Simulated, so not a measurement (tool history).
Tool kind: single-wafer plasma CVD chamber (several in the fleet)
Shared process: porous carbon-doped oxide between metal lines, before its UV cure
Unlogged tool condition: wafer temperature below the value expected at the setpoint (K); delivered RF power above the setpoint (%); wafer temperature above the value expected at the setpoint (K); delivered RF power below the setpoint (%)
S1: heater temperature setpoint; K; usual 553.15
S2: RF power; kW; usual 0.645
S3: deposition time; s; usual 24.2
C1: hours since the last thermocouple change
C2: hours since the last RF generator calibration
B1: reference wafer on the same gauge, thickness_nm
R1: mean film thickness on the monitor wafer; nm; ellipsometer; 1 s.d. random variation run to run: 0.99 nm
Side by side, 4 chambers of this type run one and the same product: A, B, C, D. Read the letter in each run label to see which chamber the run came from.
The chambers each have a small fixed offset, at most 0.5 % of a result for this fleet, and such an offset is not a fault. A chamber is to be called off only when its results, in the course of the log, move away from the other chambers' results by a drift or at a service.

| run | hour | S1 | S2 | S3 | C1 | C2 | B1 | R1 |
|---|---|---|---|---|---|---|---|---|
| 1A | 9.8 | 553.15 | 0.645 | 24.2 | 652.5 | 1669.9 | 158.16 | 176.74 |
| 2B | 23.1 | 553.15 | 0.645 | 24.2 | 1224.2 | 1865.5 | 158.01 | 175.56 |
| 3C | 33.1 | 553.15 | 0.645 | 24.2 | 81.3 | 413.3 | 158.01 | 174.84 |
| 4D | 43.8 | 553.15 | 0.645 | 24.2 | 1936.6 | 1230.7 | 158.03 | 175.07 |
| 5A | 55.8 | 553.15 | 0.645 | 24.2 | 698.5 | 1715.9 | 157.93 | 174.06 |
| 6B | 68.1 | 553.15 | 0.645 | 24.2 | 1269.2 | 1910.5 | 157.97 | 174.01 |
| 7C | 80.1 | 553.15 | 0.645 | 24.2 | 128.3 | 460.3 | 157.98 | 175.30 |
| 8D | 88.8 | 553.15 | 0.645 | 24.2 | 1981.6 | 1275.7 | 158.07 | 174.94 |
| 9D | 95.8 | 553.15 | 0.645 | 24.2 | 1988.6 | 1282.7 | 157.76 | 177.14 |
| 10C | 103.7 | 553.15 | 0.565 | 24.2 | 151.9 | 483.9 | 158.03 | 161.47 |
| 11B | 109.9 | 553.15 | 0.565 | 24.2 | 1311.0 | 1952.3 | 157.90 | 161.06 |
| 12A | 120.6 | 553.15 | 0.565 | 24.2 | 763.3 | 1780.7 | 157.84 | 162.74 |
| 13D | 126.4 | 553.15 | 0.565 | 24.2 | 2019.2 | 1313.3 | 157.97 | 158.82 |
| 14B | 134.8 | 553.15 | 0.645 | 24.2 | 1335.9 | 1977.2 | 157.94 | 174.86 |
|  | 145.3 | chamber D: RF generator calibrated |
| 15C | 146.0 | 553.15 | 0.645 | 24.2 | 194.2 | 526.2 | 158.32 | 174.95 |
|  | 155.7 | chamber B: thermocouple changed; heater temperature recalibrated |
| 16A | 158.1 | 553.15 | 0.645 | 24.2 | 800.8 | 1818.2 | 158.11 | 173.98 |
| 17C | 169.7 | 553.15 | 0.645 | 24.2 | 217.9 | 549.9 | 158.08 | 175.59 |
| 18A | 182.0 | 553.15 | 0.645 | 24.2 | 824.7 | 1842.1 | 157.88 | 175.59 |
|  | 191.5 | chamber B: RF generator calibrated |
| 19D | 193.0 | 553.15 | 0.645 | 24.2 | 2085.8 | 47.7 | 158.07 | 176.41 |
| 20B | 204.1 | 553.15 | 0.645 | 24.2 | 48.5 | 12.7 | 158.13 | 174.85 |
| 21C | 214.2 | 553.15 | 0.645 | 24.2 | 262.4 | 594.4 | 158.10 | 176.51 |
| 22B | 220.0 | 553.15 | 0.645 | 24.2 | 64.4 | 28.6 | 158.00 | 175.72 |
| 23A | 229.6 | 553.15 | 0.645 | 24.2 | 872.3 | 1889.7 | 157.93 | 176.02 |
| 24D | 237.8 | 553.15 | 0.645 | 24.2 | 2130.6 | 92.5 | 158.02 | 175.63 |
| 25C | 245.2 | 553.15 | 0.645 | 24.2 | 293.4 | 625.4 | 157.85 | 175.13 |
| 26B | 252.7 | 553.15 | 0.645 | 24.2 | 97.1 | 61.3 | 157.93 | 173.67 |
| 27A | 260.1 | 553.15 | 0.645 | 24.2 | 902.8 | 1920.2 | 157.93 | 176.76 |
| 28D | 266.3 | 553.15 | 0.645 | 24.2 | 2159.1 | 121.0 | 158.09 | 175.74 |
| 29C | 274.5 | 553.15 | 0.645 | 24.2 | 322.7 | 654.7 | 157.81 | 175.08 |
| 30D | 284.3 | 558.15 | 0.645 | 24.2 | 2177.1 | 139.0 | 158.02 | 169.30 |
|  | 285.0 | chamber A: thermocouple changed; heater temperature recalibrated |
| 31B | 296.1 | 558.15 | 0.645 | 24.2 | 140.5 | 104.7 | 157.90 | 170.57 |
| 32A | 307.7 | 558.15 | 0.645 | 24.2 | 22.8 | 1967.8 | 158.12 | 170.50 |

The same settings go to every chamber for the next run, one line per chamber below. Forecast the results for each:
| 33A | 317.2 | 553.15 | 0.525 | 24.2 |  |  |  | ? |
| 33B | 317.2 | 553.15 | 0.525 | 24.2 |  |  |  | ? |
| 33C | 317.2 | 553.15 | 0.525 | 24.2 |  |  |  | ? |
| 33D | 317.2 | 553.15 | 0.525 | 24.2 |  |  |  | ? |

| run | R1 |
|---|---|
| 33A | 153.11 |
| 33B | 151.15 |
| 33C | 153.54 |
| 33D | 152.45 |
